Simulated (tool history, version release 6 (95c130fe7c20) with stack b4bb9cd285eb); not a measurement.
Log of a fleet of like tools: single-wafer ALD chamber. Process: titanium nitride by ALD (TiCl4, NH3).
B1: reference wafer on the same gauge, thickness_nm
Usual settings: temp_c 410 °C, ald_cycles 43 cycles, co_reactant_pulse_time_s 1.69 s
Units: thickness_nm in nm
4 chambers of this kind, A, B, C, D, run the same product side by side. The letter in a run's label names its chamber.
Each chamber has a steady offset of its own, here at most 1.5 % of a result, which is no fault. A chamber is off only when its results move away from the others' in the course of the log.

run 1C hour=3.1 | temp_c=410 ald_cycles=43 co_reactant_pulse_time_s=1.69 | B1=1.086 | thickness_nm=0.93479
run 2D hour=7.2 | temp_c=410 ald_cycles=43 co_reactant_pulse_time_s=1.69 | B1=1.0872 | thickness_nm=0.94076
run 3A hour=12.2 | temp_c=410 ald_cycles=43 co_reactant_pulse_time_s=1.69 | B1=1.0871 | thickness_nm=0.95025
run 4B hour=14.5 | temp_c=410 ald_cycles=43 co_reactant_pulse_time_s=1.69 | B1=1.0875 | thickness_nm=0.95116
run 5A hour=18.7 | temp_c=410 ald_cycles=43 co_reactant_pulse_time_s=1.69 | B1=1.0869 | thickness_nm=0.94791
run 6D hour=23.4 | temp_c=410 ald_cycles=43 co_reactant_pulse_time_s=1.69 | B1=1.0867 | thickness_nm=0.94094
run 7C hour=28 | temp_c=410 ald_cycles=43 co_reactant_pulse_time_s=1.23 | B1=1.0875 | thickness_nm=0.92142
run 8B hour=30.3 | temp_c=410 ald_cycles=43 co_reactant_pulse_time_s=1.23 | B1=1.088 | thickness_nm=0.93068
run 9D hour=33.9 | temp_c=410 ald_cycles=43 co_reactant_pulse_time_s=1.23 | B1=1.0881 | thickness_nm=0.93268
run 10B hour=38.2 | temp_c=410 ald_cycles=43 co_reactant_pulse_time_s=1.23 | B1=1.0867 | thickness_nm=0.93727
run 11C hour=42.3 | temp_c=410 ald_cycles=43 co_reactant_pulse_time_s=1.69 | B1=1.0874 | thickness_nm=0.93363
run 12A hour=46.5 | temp_c=410 ald_cycles=43 co_reactant_pulse_time_s=1.69 | B1=1.0863 | thickness_nm=0.9506
run 13B hour=51.4 | temp_c=410 ald_cycles=43 co_reactant_pulse_time_s=1.69 | B1=1.0866 | thickness_nm=0.94711
run 14D hour=56.4 | temp_c=410 ald_cycles=43 co_reactant_pulse_time_s=1.69 | B1=1.0871 | thickness_nm=0.94495
run 15A hour=60.1 | temp_c=410 ald_cycles=43 co_reactant_pulse_time_s=1.69 | B1=1.0878 | thickness_nm=0.95352
run 16C hour=62.4 | temp_c=410 ald_cycles=43 co_reactant_pulse_time_s=1.69 | B1=1.0875 | thickness_nm=0.93949
run 17C hour=65.3 | temp_c=410 ald_cycles=43 co_reactant_pulse_time_s=1.69 | B1=1.0869 | thickness_nm=0.934
run 18A hour=70 | temp_c=410 ald_cycles=43 co_reactant_pulse_time_s=1.69 | B1=1.0867 | thickness_nm=0.95029
run 19B hour=72.4 | temp_c=410 ald_cycles=43 co_reactant_pulse_time_s=1.69 | B1=1.0876 | thickness_nm=0.9456
run 20D hour=76.6 | temp_c=410 ald_cycles=43 co_reactant_pulse_time_s=1.69 | B1=1.0867 | thickness_nm=0.94329
run 21B hour=81.7 | temp_c=410 ald_cycles=43 co_reactant_pulse_time_s=1.69 | B1=1.0874 | thickness_nm=0.95111
run 22C hour=86.3 | temp_c=405 ald_cycles=43 co_reactant_pulse_time_s=1.32 | B1=1.0874 | thickness_nm=0.92212
run 23D hour=89.4 | temp_c=405 ald_cycles=43 co_reactant_pulse_time_s=1.32 | B1=1.0868 | thickness_nm=0.93174
run 24A hour=92 | temp_c=405 ald_cycles=43 co_reactant_pulse_time_s=1.32 | B1=1.0878 | thickness_nm=0.93661
run 25A hour=94.4 | temp_c=405 ald_cycles=43 co_reactant_pulse_time_s=1.32 | B1=1.0872 | thickness_nm=0.94145
run 26C hour=97.5 | temp_c=410 ald_cycles=36 co_reactant_pulse_time_s=1.69 | B1=1.0866 | thickness_nm=0.78432

All 4 chambers run these settings next. Forecast each chamber's results:
run 27A hour=101.2 | temp_c=410 ald_cycles=43 co_reactant_pulse_time_s=2.22 | thickness_nm=?
run 27B hour=101.2 | temp_c=410 ald_cycles=43 co_reactant_pulse_time_s=2.22 | thickness_nm=?
run 27C hour=101.2 | temp_c=410 ald_cycles=43 co_reactant_pulse_time_s=2.22 | thickness_nm=?
run 27D hour=101.2 | temp_c=410 ald_cycles=43 co_reactant_pulse_time_s=2.22 | thickness_nm=?

run=27A thickness_nm=0.96523
run=27B thickness_nm=0.9546
run=27C thickness_nm=0.94607
run=27D thickness_nm=0.96097
